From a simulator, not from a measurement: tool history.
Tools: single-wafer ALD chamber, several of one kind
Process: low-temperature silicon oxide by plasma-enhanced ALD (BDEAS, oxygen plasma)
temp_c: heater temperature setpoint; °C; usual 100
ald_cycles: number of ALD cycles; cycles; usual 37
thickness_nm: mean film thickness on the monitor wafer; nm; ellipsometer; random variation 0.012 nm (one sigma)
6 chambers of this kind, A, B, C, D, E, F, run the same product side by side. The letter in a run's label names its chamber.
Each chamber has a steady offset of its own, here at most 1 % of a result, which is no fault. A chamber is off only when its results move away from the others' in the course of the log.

run,day,temp_c,ald_cycles,"read-back reference wafer on the same gauge, thickness_nm",thickness_nm
1E,0.638,100,37,4.8397,5.3028
2F,1.033,100,37,4.8393,5.2816
3B,1.346,100,37,4.8387,5.3010
4A,2.012,100,37,4.8411,5.2660
5C,2.533,100,37,4.8381,5.2570
6D,2.846,100,37,4.8426,5.3230
7F,3.233,100,37,4.8410,5.2725
8E,3.604,100,37,4.8397,5.2697
9A,4.238,100,35,4.8378,4.9653
10B,4.629,100,35,4.8428,5.0012
11D,4.929,100,35,4.8381,5.0253
# day 5.154: chamber A: thermocouple changed; heater temperature recalibrated
12C,5.467,100,35,4.8381,4.9577
13F,6.138,100,35,4.8418,4.9820
14C,6.467,100,35,4.8394,4.9862
15E,7.104,100,37,4.8400,5.2686
16B,7.417,100,37,4.8392,5.3030
17D,8.083,87,43,4.8436,6.4863
18A,8.396,87,43,4.8404,6.4293
19B,8.717,87,43,4.8399,6.4688
20C,9.046,87,43,4.8399,6.4062
# day 9.392: chamber D: thermocouple changed; heater temperature recalibrated
21D,9.458,87,43,4.8379,6.5500
22A,10.129,87,43,4.8404,6.4146
23F,10.483,100,37,4.8375,5.2987
24E,11.012,100,37,4.8402,5.2878
25D,11.471,100,37,4.8398,5.3856
26B,11.975,100,37,4.8392,5.3019
27E,12.338,100,37,4.8428,5.2919
28A,12.712,100,37,4.8400,5.2691
29C,13.046,100,37,4.8403,5.2521
30F,13.458,115,44,4.8411,6.1160
31B,13.862,115,44,4.8401,6.1452
32E,14.388,115,44,4.8404,6.1044
33F,14.912,115,44,4.8385,6.1450
34A,15.212,115,44,4.8431,6.0952
35D,15.733,115,44,4.8394,6.1732
36C,16.208,100,37,4.8389,5.2756
37B,16.538,100,37,4.8412,5.2997
38A,17.000,100,37,4.8395,5.2635
39F,17.304,100,37,4.8380,5.2902
40E,17.600,114,37,4.8402,5.1609

Next, every chamber runs the same settings. What will each give?
41A,18.088,100,37,,?
41B,18.088,100,37,,?
41C,18.088,100,37,,?
41D,18.088,100,37,,?
41E,18.088,100,37,,?
41F,18.088,100,37,,?

run,thickness_nm
41A,5.2738
41B,5.2826
41C,5.2639
41D,5.3695
41E,5.3044
41F,5.2920

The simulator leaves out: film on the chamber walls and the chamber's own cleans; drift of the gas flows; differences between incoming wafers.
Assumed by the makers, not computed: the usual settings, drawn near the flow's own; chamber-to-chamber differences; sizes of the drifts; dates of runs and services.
